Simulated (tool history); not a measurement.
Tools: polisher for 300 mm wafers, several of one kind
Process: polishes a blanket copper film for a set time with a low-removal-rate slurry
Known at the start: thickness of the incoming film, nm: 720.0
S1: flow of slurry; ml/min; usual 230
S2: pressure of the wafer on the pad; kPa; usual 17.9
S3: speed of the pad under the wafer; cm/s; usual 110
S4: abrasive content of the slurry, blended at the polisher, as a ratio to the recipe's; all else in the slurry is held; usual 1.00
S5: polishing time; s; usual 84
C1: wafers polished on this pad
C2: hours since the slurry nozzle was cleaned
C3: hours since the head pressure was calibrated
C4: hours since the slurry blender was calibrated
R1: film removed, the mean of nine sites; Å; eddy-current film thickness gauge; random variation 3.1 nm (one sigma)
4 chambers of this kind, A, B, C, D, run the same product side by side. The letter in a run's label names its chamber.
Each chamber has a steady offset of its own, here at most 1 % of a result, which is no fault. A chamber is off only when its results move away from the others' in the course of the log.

At hour 0.4: chamber A: worn pad replaced by a new one.
At hour 0.7: chamber B: slurry nozzle cleaned.
Run 1A, hour 5.1: usual settings; C1 59; C2 440.8; C3 192.0; C4 216.1. Result: R1 2150.4 Å.
Run 2B, hour 9.2: usual settings; C1 1069; C2 8.6; C3 712.7; C4 255.0. Result: R1 2151.6 Å.
At hour 15.4: chamber A: slurry blender recalibrated.
Run 3C, hour 16.8: usual settings; C1 1024; C2 239.8; C3 492.8; C4 80.1. Result: R1 2163.3 Å.
At hour 18.8: chamber B: worn pad replaced by a new one.
Run 4D, hour 22.1: usual settings; C1 699; C2 387.3; C3 164.1; C4 83.3. Result: R1 2167.7 Å.
Run 5C, hour 28.1: usual settings; C1 1168; C2 251.1; C3 504.1; C4 91.4. Result: R1 2193.3 Å.
At hour 28.4: chamber C: worn pad replaced by a new one.
Run 6B, hour 33.8: usual settings; C1 190; C2 33.2; C3 737.3; C4 279.6. Result: R1 2183.4 Å.
Run 7D, hour 38.6: usual settings; C1 908; C2 403.8; C3 180.6; C4 99.8. Result: R1 2165.7 Å.
Run 8A, hour 47.6: usual settings; C1 598; C2 483.3; C3 234.5; C4 32.3. Result: R1 2154.5 Å.
Run 9A, hour 51.7: usual settings but S1 200 ml/min; C1 650; C2 487.4; C3 238.6; C4 36.4. Result: R1 2130.6 Å.
At hour 56.6: chamber B: slurry blender recalibrated.
Run 10C, hour 60.0: usual settings but S1 200 ml/min; C1 400; C2 283.0; C3 536.0; C4 123.3. Result: R1 2161.9 Å.
Run 11D, hour 64.0: usual settings but S1 200 ml/min; C1 1230; C2 429.2; C3 206.0; C4 125.2. Result: R1 2164.7 Å.
At hour 65.8: chamber C: head pressure recalibrated.
At hour 66.7: chamber D: worn pad replaced by a new one.
Run 12B, hour 72.7: usual settings but S1 200 ml/min; C1 683; C2 72.1; C3 776.2; C4 16.1. Result: R1 2119.5 Å.
At hour 76.0: chamber C: slurry blender recalibrated.
Run 13C, hour 78.4: usual settings; C1 634; C2 301.4; C3 12.7; C4 2.5. Result: R1 2109.0 Å.
Run 14A, hour 86.3: usual settings; C1 1089; C2 522.0; C3 273.2; C4 71.0. Result: R1 2124.6 Å.
Run 15B, hour 92.6: usual settings; C1 936; C2 92.0; C3 796.1; C4 36.0. Result: R1 2167.3 Å.
At hour 96.6: chamber C: slurry nozzle cleaned.
Run 16D, hour 98.8: usual settings; C1 408; C2 464.0; C3 240.8; C4 160.0. Result: R1 2147.2 Å.
Run 17D, hour 107.5: usual settings; C1 518; C2 472.7; C3 249.5; C4 168.7. Result: R1 2212.4 Å.
At hour 107.6: chamber C: worn pad replaced by a new one.
Run 18B, hour 111.8: usual settings; C1 1179; C2 111.2; C3 815.3; C4 55.2. Result: R1 2129.9 Å.
Run 19A, hour 118.5: usual settings; C1 1497; C2 554.2; C3 305.4; C4 103.2. Result: R1 2183.9 Å.
At hour 121.1: chamber A: worn pad replaced by a new one.
Run 20C, hour 123.8: usual settings; C1 206; C2 27.3; C3 58.1; C4 47.9. Result: R1 2202.9 Å.
At hour 125.4: chamber A: slurry nozzle cleaned.
At hour 128.6: chamber B: worn pad replaced by a new one.
Run 21B, hour 130.5: usual settings; C1 24; C2 129.9; C3 834.0; C4 73.9. Result: R1 2206.2 Å.
Run 22C, hour 138.4: usual settings but S2 20.7 kPa; C1 391; C2 41.9; C3 72.7; C4 62.5. Result: R1 2485.5 Å.
Run 23A, hour 147.4: usual settings but S2 20.7 kPa; C1 333; C2 22.0; C3 334.3; C4 132.1. Result: R1 2428.0 Å.
Run 24D, hour 156.0: usual settings but S2 20.7 kPa; C1 1133; C2 521.2; C3 298.0; C4 217.2. Result: R1 2511.3 Å.
Run 25B, hour 160.7: usual settings but S2 20.7 kPa; C1 407; C2 160.1; C3 864.2; C4 104.1. Result: R1 2527.2 Å.
Run 26D, hour 168.6: usual settings; C1 1293; C2 533.8; C3 310.6; C4 229.8. Result: R1 2180.7 Å.
Run 27A, hour 173.5: usual settings; C1 664; C2 48.1; C3 360.4; C4 158.2. Result: R1 2156.2 Å.
At hour 179.5: chamber C: worn pad replaced by a new one.
At hour 179.6: chamber D: slurry blender recalibrated.
Run 28C, hour 179.8: usual settings; C1 4; C2 83.3; C3 114.1; C4 103.9. Result: R1 2175.0 Å.
At hour 185.1: chamber D: worn pad replaced by a new one.
Run 29B, hour 186.0: usual settings but S4 1.25; C1 728; C2 185.4; C3 889.5; C4 129.4. Result: R1 2284.6 Å.
Run 30A, hour 193.4: usual settings but S4 1.25; C1 916; C2 68.0; C3 380.3; C4 178.1. Result: R1 2247.3 Å.
At hour 197.0: chamber C: slurry blender recalibrated.
Run 31C, hour 198.9: usual settings but S4 1.25; C1 247; C2 102.4; C3 133.2; C4 2.0. Result: R1 2245.7 Å.
Run 32D, hour 203.4: usual settings but S4 1.25; C1 232; C2 568.6; C3 345.4; C4 23.8. Result: R1 2313.5 Å.
Run 33B, hour 211.9: usual settings; C1 1056; C2 211.3; C3 915.4; C4 155.3. Result: R1 2133.0 Å.

What goes on in this fleet: one chamber off, a drifting gauge, or nothing beyond the chambers' own small offsets? Name the chamber and the cause, if any.

No chamber stands off beyond its own small offset, and the gauge holds steady.
